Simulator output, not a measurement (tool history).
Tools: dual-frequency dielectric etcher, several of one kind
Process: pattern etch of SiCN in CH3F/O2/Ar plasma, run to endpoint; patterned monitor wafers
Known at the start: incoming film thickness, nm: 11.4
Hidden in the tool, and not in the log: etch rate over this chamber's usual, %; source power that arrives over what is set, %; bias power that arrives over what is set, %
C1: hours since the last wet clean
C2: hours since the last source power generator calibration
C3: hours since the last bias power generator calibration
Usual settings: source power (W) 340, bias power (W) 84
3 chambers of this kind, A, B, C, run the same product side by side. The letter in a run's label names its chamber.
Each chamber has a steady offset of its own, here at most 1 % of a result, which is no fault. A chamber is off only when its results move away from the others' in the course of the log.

Run 1B, hour 10.2: usual settings; C1 320.9; C2 605; C3 3223.6. Result: endpoint time (s) 30.841.
Run 2A, hour 23.8: usual settings; C1 265.4; C2 1272.6; C3 566.4. Result: endpoint time (s) 30.66.
Run 3C, hour 30.8: usual settings; C1 113.8; C2 2545.4; C3 436.4. Result: endpoint time (s) 30.616.
Run 4B, hour 37.2: usual settings; C1 347.9; C2 632; C3 3250.6. Result: endpoint time (s) 30.751.
Run 5C, hour 47.9: usual settings; C1 130.9; C2 2562.5; C3 453.5. Result: endpoint time (s) 30.452.
Run 6A, hour 57.1: usual settings; C1 298.7; C2 1305.9; C3 599.7. Result: endpoint time (s) 30.642.
Run 7C, hour 63.5: usual settings; C1 146.5; C2 2578.1; C3 469.1. Result: endpoint time (s) 30.216.
At hour 67.1: chamber B: wet clean of the chamber.
Run 8A, hour 70.6: usual settings; C1 312.2; C2 1319.4; C3 613.2. Result: endpoint time (s) 30.671.
Run 9B, hour 80.3: usual settings; C1 13.3; C2 675.1; C3 3293.7. Result: endpoint time (s) 30.774.
Run 10C, hour 93.2: usual settings; C1 176.2; C2 2607.8; C3 498.8. Result: endpoint time (s) 30.569.
Run 11B, hour 100.4: usual settings; C1 33.4; C2 695.2; C3 3313.8. Result: endpoint time (s) 30.678.
Run 12A, hour 108.2: usual settings; C1 349.8; C2 1357; C3 650.8. Result: endpoint time (s) 30.527.
Run 13B, hour 118: usual settings; C1 51; C2 712.8; C3 3331.4. Result: endpoint time (s) 30.631.
Run 14A, hour 131.5: usual settings; C1 373.1; C2 1380.3; C3 674.1. Result: endpoint time (s) 30.475.
Run 15C, hour 140.1: usual settings; C1 223.1; C2 2654.7; C3 545.7. Result: endpoint time (s) 30.307.
Run 16A, hour 153.3: usual settings; C1 394.9; C2 1402.1; C3 695.9. Result: endpoint time (s) 30.338.
Run 17B, hour 161.6: usual settings; C1 94.6; C2 756.4; C3 3375. Result: endpoint time (s) 30.863.
Run 18C, hour 175.7: usual settings; C1 258.7; C2 2690.3; C3 581.3. Result: endpoint time (s) 30.329.
Run 19A, hour 186.2: usual settings; C1 427.8; C2 1435; C3 728.8. Result: endpoint time (s) 30.209.
Run 20B, hour 196: usual settings; C1 129; C2 790.8; C3 3409.4. Result: endpoint time (s) 30.848.
Run 21C, hour 205.2: usual settings; C1 288.2; C2 2719.8; C3 610.8. Result: endpoint time (s) 30.35.
Run 22C, hour 218.9: usual settings; C1 301.9; C2 2733.5; C3 624.5. Result: endpoint time (s) 30.259.
Run 23B, hour 226.5: usual settings; C1 159.5; C2 821.3; C3 3439.9. Result: endpoint time (s) 30.685.
Run 24A, hour 236.3: usual settings; C1 477.9; C2 1485.1; C3 778.9. Result: endpoint time (s) 30.188.
Run 25B, hour 244: usual settings; C1 177; C2 838.8; C3 3457.4. Result: endpoint time (s) 30.799.
Run 26A, hour 255.9: usual settings but source power (W) 370, bias power (W) 69; C1 497.5; C2 1504.7; C3 798.5. Result: endpoint time (s) 31.264.
Run 27C, hour 262.3: usual settings but source power (W) 370, bias power (W) 69; C1 345.3; C2 2776.9; C3 667.9. Result: endpoint time (s) 31.607.

All 3 chambers run these settings next. Forecast each chamber's results:
Run 28A, hour 272.4: usual settings. Result: endpoint time (s) ?.
Run 28B, hour 272.4: usual settings. Result: endpoint time (s) ?.
Run 28C, hour 272.4: usual settings. Result: endpoint time (s) ?.

run  endpoint time (s)
28A             30.001
28B             30.719
28C              30.63
